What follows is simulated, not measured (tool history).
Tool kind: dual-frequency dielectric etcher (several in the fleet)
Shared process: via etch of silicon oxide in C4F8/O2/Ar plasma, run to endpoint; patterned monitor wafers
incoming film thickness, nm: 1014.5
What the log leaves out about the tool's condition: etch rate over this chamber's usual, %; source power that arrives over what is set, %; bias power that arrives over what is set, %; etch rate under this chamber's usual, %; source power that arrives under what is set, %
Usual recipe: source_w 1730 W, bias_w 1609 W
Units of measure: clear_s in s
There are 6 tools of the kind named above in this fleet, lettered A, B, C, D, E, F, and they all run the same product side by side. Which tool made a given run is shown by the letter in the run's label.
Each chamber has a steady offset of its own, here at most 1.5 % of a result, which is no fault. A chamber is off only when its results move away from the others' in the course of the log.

run	hour	source_w	bias_w	hours since the last wet clean	hours since the last source power generator calibration	hours since the last bias power generator calibration	clear_s
1E	9.6	1730	1609	127.4	19.1	783.1	224.57
2A	19.2	1730	1609	182.6	693.8	1164.1	225.33
3B	28.2	1730	1609	267.5	2828.0	1130.7	227.56
4D	36.8	1730	1609	569.5	1033.6	3524.1	225.90
5F	46.1	2050	1805	292.3	3216.6	1122.5	206.06
6C	52.7	2050	1805	281.5	976.4	1015.6	205.64
7B	58.7	2050	1805	298.0	2858.5	1161.2	206.18
8C	67.6	2050	1805	296.4	991.3	1030.5	205.57
9F	76.4	2050	1805	322.6	3246.9	1152.8	203.59
# hour 80.5: chamber D: wet clean of the chamber
10A	86.2	2050	1805	249.6	760.8	1231.1	203.72
11D	91.5	1730	1609	11.0	1088.3	3578.8	228.49
12E	98.9	2130	1822	216.7	108.4	872.4	199.68
13E	104.5	2130	1822	222.3	114.0	878.0	200.27
14A	109.9	2130	1822	273.3	784.5	1254.8	202.55
15B	118.5	2130	1822	357.8	2918.3	1221.0	201.26
16D	126.8	2130	1822	46.3	1123.6	3614.1	202.37
17F	134.6	2130	1822	380.8	3305.1	1211.0	197.79
18C	140.6	1730	1609	369.4	1064.3	1103.5	228.58
19C	146.1	1730	1609	374.9	1069.8	1109.0	228.46
20F	153.8	1730	1609	400.0	3324.3	1230.2	221.91
21A	163.0	1730	1609	326.4	837.6	1307.9	227.37
# hour 164.9: chamber C: wet clean of the chamber
22D	172.5	1730	1609	92.0	1169.3	3659.8	226.47
23B	176.9	1730	1609	416.2	2976.7	1279.4	228.46
24E	184.1	1730	1609	301.9	193.6	957.6	224.51
25C	191.8	1940	1355	27.0	1115.5	1154.7	229.39
26F	199.3	1940	1355	445.5	3369.8	1275.7	220.75
27A	204.3	1940	1355	367.7	878.9	1349.2	226.84
28B	209.6	1940	1355	448.9	3009.4	1312.1	225.49
29D	216.6	1940	1355	136.1	1213.4	3703.9	225.83
30E	221.4	1940	1355	339.2	230.9	994.9	224.25
31A	226.7	1730	1609	390.1	901.3	1371.6	227.25
32D	235.2	1730	1296	154.7	1232.0	3722.5	240.53
33F	240.5	1730	1296	486.7	3411.0	1316.9	232.55
34B	246.1	1730	1296	485.4	3045.9	1348.6	242.98
35C	254.5	1730	1296	89.7	1178.2	1217.4	239.72
36E	263.1	1730	1296	380.9	272.6	1036.6	239.40
37F	268.3	1730	1296	514.5	3438.8	1344.7	229.68

All 6 chambers run these settings next. Forecast each chamber's results:
38A	275.4	1730	1441				?
38B	275.4	1730	1441				?
38C	275.4	1730	1441				?
38D	275.4	1730	1441				?
38E	275.4	1730	1441				?
38F	275.4	1730	1441				?

run	clear_s
38A	233.86
38B	234.18
38C	234.35
38D	233.39
38E	230.77
38F	224.90
